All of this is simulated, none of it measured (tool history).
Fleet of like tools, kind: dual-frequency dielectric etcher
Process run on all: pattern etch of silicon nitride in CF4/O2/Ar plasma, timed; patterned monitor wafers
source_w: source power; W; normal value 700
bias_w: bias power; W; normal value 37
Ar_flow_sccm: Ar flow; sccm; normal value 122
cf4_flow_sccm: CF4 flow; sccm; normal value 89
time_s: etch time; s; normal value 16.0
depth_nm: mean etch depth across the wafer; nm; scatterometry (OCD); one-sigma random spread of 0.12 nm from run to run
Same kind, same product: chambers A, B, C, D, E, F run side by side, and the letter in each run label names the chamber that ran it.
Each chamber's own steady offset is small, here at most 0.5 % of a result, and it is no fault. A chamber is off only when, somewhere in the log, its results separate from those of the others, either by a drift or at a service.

run,hour,source_w,bias_w,Ar_flow_sccm,cf4_flow_sccm,time_s,hours since the last wet clean,hours since the last source power generator calibration,hours since the last bias power generator calibration,hours since the last Ar flow controller change,hours since the last CF4 flow controller change,"read-back reference wafer on the same gauge, depth_nm",depth_nm
1A,3.0,700,37,122,89,16.0,451.6,2113.2,4446.2,3503.9,122.6,36.808,34.851
2D,6.8,700,37,122,89,16.0,173.0,2411.3,144.8,675.1,2105.4,36.783,35.054
3B,10.3,700,37,122,89,16.0,283.4,4217.2,1175.5,656.3,1691.2,36.772,34.984
4C,13.0,700,37,122,89,16.0,307.1,1981.2,960.9,332.1,948.2,36.826,35.002
5F,17.8,700,37,122,89,16.0,66.3,34.6,900.7,2947.2,3562.2,36.794,34.895
6E,21.4,550,37,104,89,16.0,173.3,3358.6,365.5,2125.8,759.2,36.812,28.923
7C,23.8,550,37,104,89,16.0,317.9,1992.0,971.7,342.9,959.0,36.805,29.373
8E,27.1,550,37,104,89,16.0,179.0,3364.3,371.2,2131.5,764.9,36.826,29.130
9D,30.6,550,37,104,89,16.0,196.8,2435.1,168.6,698.9,2129.2,36.819,29.107
10F,33.9,550,37,104,89,16.0,82.4,50.7,916.8,2963.3,3578.3,36.809,28.918
11B,37.5,550,37,104,89,16.0,310.6,4244.4,1202.7,683.5,1718.4,36.811,28.857
12A,40.6,700,37,122,89,16.0,489.2,2150.8,4483.8,3541.5,160.2,36.785,34.919
13A,43.1,700,37,122,89,16.0,491.7,2153.3,4486.3,3544.0,162.7,36.825,34.792
14F,47.9,700,37,122,89,16.0,96.4,64.7,930.8,2977.3,3592.3,36.807,34.713
15E,50.9,700,37,122,89,16.0,202.8,3388.1,395.0,2155.3,788.7,36.764,34.622
16B,55.2,700,37,122,89,14.5,328.3,4262.1,1220.4,701.2,1736.1,36.799,31.683
17C,58.9,700,37,122,89,14.5,353.0,2027.1,1006.8,378.0,994.1,36.778,31.626
18D,61.9,700,37,122,89,14.5,228.1,2466.4,199.9,730.2,2160.5,36.820,31.696
19C,65.9,700,37,122,89,14.5,360.0,2034.1,1013.8,385.0,1001.1,36.799,31.533
20F,69.2,700,37,122,89,14.5,117.7,86.0,952.1,2998.6,3613.6,36.812,31.562
21E,73.3,700,37,122,89,14.5,225.2,3410.5,417.4,2177.7,811.1,36.773,31.469
22D,77.1,700,37,122,89,16.0,243.3,2481.6,215.1,745.4,2175.7,36.809,35.101
23A,80.4,700,37,122,89,16.0,529.0,2190.6,4523.6,3581.3,200.0,36.779,35.118
24B,83.8,700,37,122,89,16.0,356.9,4290.7,1249.0,729.8,1764.7,36.814,34.913
25E,86.5,700,37,122,89,16.0,238.4,3423.7,430.6,2190.9,824.3,36.829,34.294
26D,90.9,700,37,122,89,16.0,257.1,2495.4,228.9,759.2,2189.5,36.770,35.117
# hour 93.6: chamber B: CF4 flow controller replaced
27C,95.0,700,37,122,89,16.0,389.1,2063.2,1042.9,414.1,1030.2,36.815,35.078
28B,98.4,700,37,122,89,16.0,371.5,4305.3,1263.6,744.4,4.8,36.793,34.802
29A,100.8,700,37,122,89,16.0,549.4,2211.0,4544.0,3601.7,220.4,36.783,34.801
30F,105.7,700,37,122,89,16.0,154.2,122.5,988.6,3035.1,3650.1,36.836,34.664
31F,108.5,700,37,122,89,16.0,157.0,125.3,991.4,3037.9,3652.9,36.809,34.901
32D,111.0,700,37,122,89,16.0,277.2,2515.5,249.0,779.3,2209.6,36.756,35.066
33C,115.1,700,37,122,89,16.0,409.2,2083.3,1063.0,434.2,1050.3,36.820,34.857
34A,118.0,700,37,122,89,16.0,566.6,2228.2,4561.2,3618.9,237.6,36.774,35.101
35E,120.9,700,37,100,89,16.0,272.8,3458.1,465.0,2225.3,858.7,36.813,35.111
36B,123.8,700,37,100,89,16.0,396.9,4330.7,1289.0,769.8,30.2,36.773,35.852
37C,127.2,700,37,100,89,16.0,421.3,2095.4,1075.1,446.3,1062.4,36.797,35.978

Each of the 6 chambers runs these same settings next. Fill in every chamber's results:
38A,131.0,700,37,122,89,20.5,,,,,,,?
38B,131.0,700,37,122,89,20.5,,,,,,,?
38C,131.0,700,37,122,89,20.5,,,,,,,?
38D,131.0,700,37,122,89,20.5,,,,,,,?
38E,131.0,700,37,122,89,20.5,,,,,,,?
38F,131.0,700,37,122,89,20.5,,,,,,,?

run,depth_nm
38A,44.725
38B,44.464
38C,44.823
38D,44.943
38E,42.991
38F,44.669

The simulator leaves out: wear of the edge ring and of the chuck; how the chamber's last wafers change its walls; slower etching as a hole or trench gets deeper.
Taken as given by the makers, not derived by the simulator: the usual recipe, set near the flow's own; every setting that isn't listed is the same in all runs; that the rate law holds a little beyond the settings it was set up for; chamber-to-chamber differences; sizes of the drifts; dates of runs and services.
